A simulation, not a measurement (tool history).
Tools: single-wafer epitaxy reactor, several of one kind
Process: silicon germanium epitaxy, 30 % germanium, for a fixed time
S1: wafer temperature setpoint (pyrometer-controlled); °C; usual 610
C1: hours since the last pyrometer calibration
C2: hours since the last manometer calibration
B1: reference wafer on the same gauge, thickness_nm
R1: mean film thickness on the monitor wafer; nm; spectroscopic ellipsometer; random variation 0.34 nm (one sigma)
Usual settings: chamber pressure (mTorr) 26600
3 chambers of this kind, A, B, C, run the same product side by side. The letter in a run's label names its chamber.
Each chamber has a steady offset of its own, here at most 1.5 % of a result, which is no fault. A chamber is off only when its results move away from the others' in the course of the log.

run 1C hour=9.3 | S1=610 chamber_pressure_(mTorr)=26600 | C1=628.9 C2=641.5 | B1=90.725 | R1=79.772
run 2B hour=16.1 | S1=610 chamber_pressure_(mTorr)=26600 | C1=431 C2=1139 | B1=90.681 | R1=78.278
run 3A hour=24.7 | S1=610 chamber_pressure_(mTorr)=26600 | C1=1556.7 C2=627.1 | B1=90.676 | R1=79.433
run 4B hour=32.2 | S1=610 chamber_pressure_(mTorr)=26600 | C1=447.1 C2=1155.1 | B1=90.706 | R1=78.137
run 5C hour=40.5 | S1=610 chamber_pressure_(mTorr)=26600 | C1=660.1 C2=672.7 | B1=90.752 | R1=80.168
run 6A hour=46.6 | S1=610 chamber_pressure_(mTorr)=26600 | C1=1578.6 C2=649 | B1=90.728 | R1=78.969
run 7C hour=54.1 | S1=610 chamber_pressure_(mTorr)=26600 | C1=673.7 C2=686.3 | B1=90.678 | R1=80.106
run 8A hour=59.1 | S1=610 chamber_pressure_(mTorr)=26600 | C1=1591.1 C2=661.5 | B1=90.714 | R1=79.773
run 9B hour=63.6 | S1=610 chamber_pressure_(mTorr)=26600 | C1=478.5 C2=1186.5 | B1=90.724 | R1=79.32
run 10C hour=70.6 | S1=610 chamber_pressure_(mTorr)=26600 | C1=690.2 C2=702.8 | B1=90.585 | R1=80.013
run 11B hour=75.5 | S1=610 chamber_pressure_(mTorr)=26600 | C1=490.4 C2=1198.4 | B1=90.668 | R1=78.421
run 12A hour=80.2 | S1=610 chamber_pressure_(mTorr)=26600 | C1=1612.2 C2=682.6 | B1=90.65 | R1=79.081
run 13C hour=88.7 | S1=610 chamber_pressure_(mTorr)=26600 | C1=708.3 C2=720.9 | B1=90.639 | R1=79.624
run 14A hour=94.8 | S1=610 chamber_pressure_(mTorr)=26600 | C1=1626.8 C2=697.2 | B1=90.763 | R1=79.455
run 15B hour=102.3 | S1=610 chamber_pressure_(mTorr)=26600 | C1=517.2 C2=1225.2 | B1=90.602 | R1=78.285
run 16C hour=110.6 | S1=610 chamber_pressure_(mTorr)=23100 | C1=730.2 C2=742.8 | B1=90.77 | R1=76.413
run 17A hour=115.2 | S1=610 chamber_pressure_(mTorr)=23100 | C1=1647.2 C2=717.6 | B1=90.798 | R1=74.972
run 18B hour=120.4 | S1=610 chamber_pressure_(mTorr)=23100 | C1=535.3 C2=1243.3 | B1=90.712 | R1=74.303
run 19B hour=128 | S1=610 chamber_pressure_(mTorr)=26600 | C1=542.9 C2=1250.9 | B1=90.794 | R1=78.004
run 20C hour=137.5 | S1=610 chamber_pressure_(mTorr)=26600 | C1=757.1 C2=769.7 | B1=90.603 | R1=80.91
run 21A hour=146.9 | S1=610 chamber_pressure_(mTorr)=26600 | C1=1678.9 C2=749.3 | B1=90.691 | R1=78.891
run 22B hour=152.7 | S1=610 chamber_pressure_(mTorr)=30300 | C1=567.6 C2=1275.6 | B1=90.749 | R1=82.304
run 23A hour=157.1 | S1=610 chamber_pressure_(mTorr)=30300 | C1=1689.1 C2=759.5 | B1=90.69 | R1=83.865
run 24C hour=164.7 | S1=610 chamber_pressure_(mTorr)=30300 | C1=784.3 C2=796.9 | B1=90.72 | R1=85.137
run 25C hour=172.7 | S1=610 chamber_pressure_(mTorr)=26600 | C1=792.3 C2=804.9 | B1=90.653 | R1=81.226
run 26A hour=180.7 | S1=610 chamber_pressure_(mTorr)=26600 | C1=1712.7 C2=783.1 | B1=90.702 | R1=79.104
run 27B hour=188.9 | S1=610 chamber_pressure_(mTorr)=26600 | C1=603.8 C2=1311.8 | B1=90.696 | R1=78.385
run 28B hour=196.3 | S1=610 chamber_pressure_(mTorr)=26600 | C1=611.2 C2=1319.2 | B1=90.698 | R1=78.415
run 29C hour=202.3 | S1=610 chamber_pressure_(mTorr)=26600 | C1=821.9 C2=834.5 | B1=90.735 | R1=81.233
run 30A hour=210.6 | S1=610 chamber_pressure_(mTorr)=26600 | C1=1742.6 C2=813 | B1=90.708 | R1=79.081
run 31C hour=216.4 | S1=610 chamber_pressure_(mTorr)=26600 | C1=836 C2=848.6 | B1=90.724 | R1=82.269
run 32B hour=221.5 | S1=610 chamber_pressure_(mTorr)=26600 | C1=636.4 C2=1344.4 | B1=90.796 | R1=78.502
run 33A hour=229.9 | S1=610 chamber_pressure_(mTorr)=26600 | C1=1761.9 C2=832.3 | B1=90.622 | R1=79.594
run 34C hour=239.5 | S1=610 chamber_pressure_(mTorr)=26600 | C1=859.1 C2=871.7 | B1=90.673 | R1=81.408
run 35B hour=245 | S1=610 chamber_pressure_(mTorr)=26600 | C1=659.9 C2=1367.9 | B1=90.712 | R1=78.298
run 36A hour=249.7 | S1=610 chamber_pressure_(mTorr)=26600 | C1=1781.7 C2=852.1 | B1=90.662 | R1=78.989
run 37A hour=258.5 | S1=597 chamber_pressure_(mTorr)=30800 | C1=1790.5 C2=860.9 | B1=90.729 | R1=65.653
run 38C hour=267.8 | S1=597 chamber_pressure_(mTorr)=30800 | C1=887.4 C2=900 | B1=90.649 | R1=68.397
run 39B hour=276.3 | S1=597 chamber_pressure_(mTorr)=30800 | C1=691.2 C2=1399.2 | B1=90.639 | R1=65.928
run 40B hour=281.2 | S1=610 chamber_pressure_(mTorr)=26600 | C1=696.1 C2=1404.1 | B1=90.625 | R1=78.237

Is one chamber off against the others, does the gauge drift, or is nothing wrong? If a chamber is off, say which, and what the likeliest cause is.

Chamber C drifts away from the others.
Cause: wafer temperature above the value expected at the setpoint (K) = 1.56.
The log may not tell that from: true pressure above the setpoint (%).

Here are 4 candidates for chamber C's next run, each the usual settings with a change, their results left as question marks. Which one brings its results back in line with what the others give on the usual settings?
In line means no further than this from the other chambers' mean on the usual settings: R1 1.2 nm
run 41C-1 hour=288.1 | S1=609 chamber_pressure_(mTorr)=26600 | R1=?
run 41C-2 hour=288.1 | S1=612 chamber_pressure_(mTorr)=27000 | R1=?
run 41C-3 hour=288.1 | S1=608 chamber_pressure_(mTorr)=26200 | R1=?
run 41C-4 hour=288.1 | S1=610 chamber_pressure_(mTorr)=27700 | R1=?

The other chambers' mean on the usual settings: R1 78.848 nm
run=41C-1 R1=80.945
run=41C-2 R1=85.941
run=41C-3 R1=79.013
run=41C-4 R1=83.775
41C-3 brings the chamber back in line.
